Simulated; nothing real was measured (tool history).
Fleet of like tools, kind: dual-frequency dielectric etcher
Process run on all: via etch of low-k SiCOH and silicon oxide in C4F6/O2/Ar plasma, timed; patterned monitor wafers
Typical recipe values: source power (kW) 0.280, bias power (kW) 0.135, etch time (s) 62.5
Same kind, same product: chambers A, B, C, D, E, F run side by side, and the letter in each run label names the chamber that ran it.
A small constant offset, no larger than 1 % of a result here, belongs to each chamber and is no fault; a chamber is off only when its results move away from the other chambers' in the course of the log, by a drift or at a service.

run   hour  source power (kW)  bias power (kW)  etch time (s)  read-back reference wafer on the same gauge, depth_nm  mean etch depth across the wafer (angstrom)
       1.8  -- chamber C: source power generator calibrated
 1C    3.0              0.280            0.135           62.5                                                 116.97                                       1289.0
 2F    8.5              0.280            0.135           62.5                                                 116.96                                       1307.3
 3E   12.6              0.280            0.135           62.5                                                 116.98                                       1305.8
 4D   18.8              0.280            0.135           62.5                                                 116.95                                       1299.6
 5B   22.1              0.280            0.135           62.5                                                 116.90                                       1294.9
 6A   28.1              0.280            0.135           62.5                                                 116.92                                       1302.0
 7C   32.1              0.280            0.120           62.5                                                 116.86                                       1244.6
 8B   35.6              0.280            0.120           62.5                                                 116.92                                       1251.0
 9A   39.2              0.280            0.120           62.5                                                 116.85                                       1254.3
10D   42.6              0.280            0.120           62.5                                                 116.89                                       1254.7
11E   46.3              0.280            0.120           62.5                                                 116.84                                       1263.0
12F   51.3              0.280            0.120           62.5                                                 116.81                                       1259.8
13D   56.9              0.280            0.135           62.5                                                 116.78                                       1298.0
14B   60.3              0.280            0.135           62.5                                                 116.78                                       1296.4
15A   66.3              0.280            0.135           62.5                                                 116.74                                       1304.2
16E   69.2              0.280            0.148           62.5                                                 116.75                                       1340.8
17F   73.8              0.280            0.148           62.5                                                 116.73                                       1342.1
18C   79.9              0.280            0.148           62.5                                                 116.69                                       1321.6
19E   85.5              0.280            0.148           62.5                                                 116.70                                       1341.3
20B   88.6              0.280            0.148           62.5                                                 116.67                                       1330.7
      92.4  -- chamber A: wet clean of the chamber
21D   92.6              0.280            0.148           62.5                                                 116.68                                       1331.8
22C   95.9              0.240            0.165           62.5                                                 116.65                                       1285.4
23F   99.9              0.240            0.165           62.5                                                 116.62                                       1306.4
24A  105.6              0.240            0.165           62.5                                                 116.63                                       1303.9
25E  109.1              0.240            0.165           62.5                                                 116.64                                       1308.9
26C  114.4              0.240            0.165           62.5                                                 116.62                                       1285.7
27D  118.8              0.240            0.165           62.5                                                 116.53                                       1293.9
28A  123.9              0.280            0.102           57.0                                                 116.61                                       1087.5
     125.8  -- chamber B: wet clean of the chamber
29F  127.5              0.280            0.102           57.0                                                 116.52                                       1093.6
30B  133.3              0.280            0.102           57.0                                                 116.49                                       1086.1
31C  139.6              0.280            0.102           57.0                                                 116.52                                       1079.5
32E  142.6              0.280            0.102           57.0                                                 116.45                                       1093.3
33D  146.5              0.280            0.102           57.0                                                 116.44                                       1088.6
34F  149.8              0.280            0.135           62.5                                                 116.43                                       1300.0
35A  154.7              0.280            0.135           62.5                                                 116.40                                       1298.8
36B  158.5              0.280            0.135           62.5                                                 116.45                                       1293.2
37B  163.5              0.280            0.135           62.5                                                 116.39                                       1289.2
38A  169.1              0.280            0.135           62.5                                                 116.44                                       1294.8

The same settings go to every chamber for the next run, one line per chamber below. Forecast the results for each:
39A  173.8              0.280            0.163           62.5                                                                                                   ?
39B  173.8              0.280            0.163           62.5                                                                                                   ?
39C  173.8              0.280            0.163           62.5                                                                                                   ?
39D  173.8              0.280            0.163           62.5                                                                                                   ?
39E  173.8              0.280            0.163           62.5                                                                                                   ?
39F  173.8              0.280            0.163           62.5                                                                                                   ?

run  mean etch depth across the wafer (angstrom)
39A                                       1374.3
39B                                       1366.6
39C                                       1356.4
39D                                       1366.7
39E                                       1379.8
39F                                       1381.1
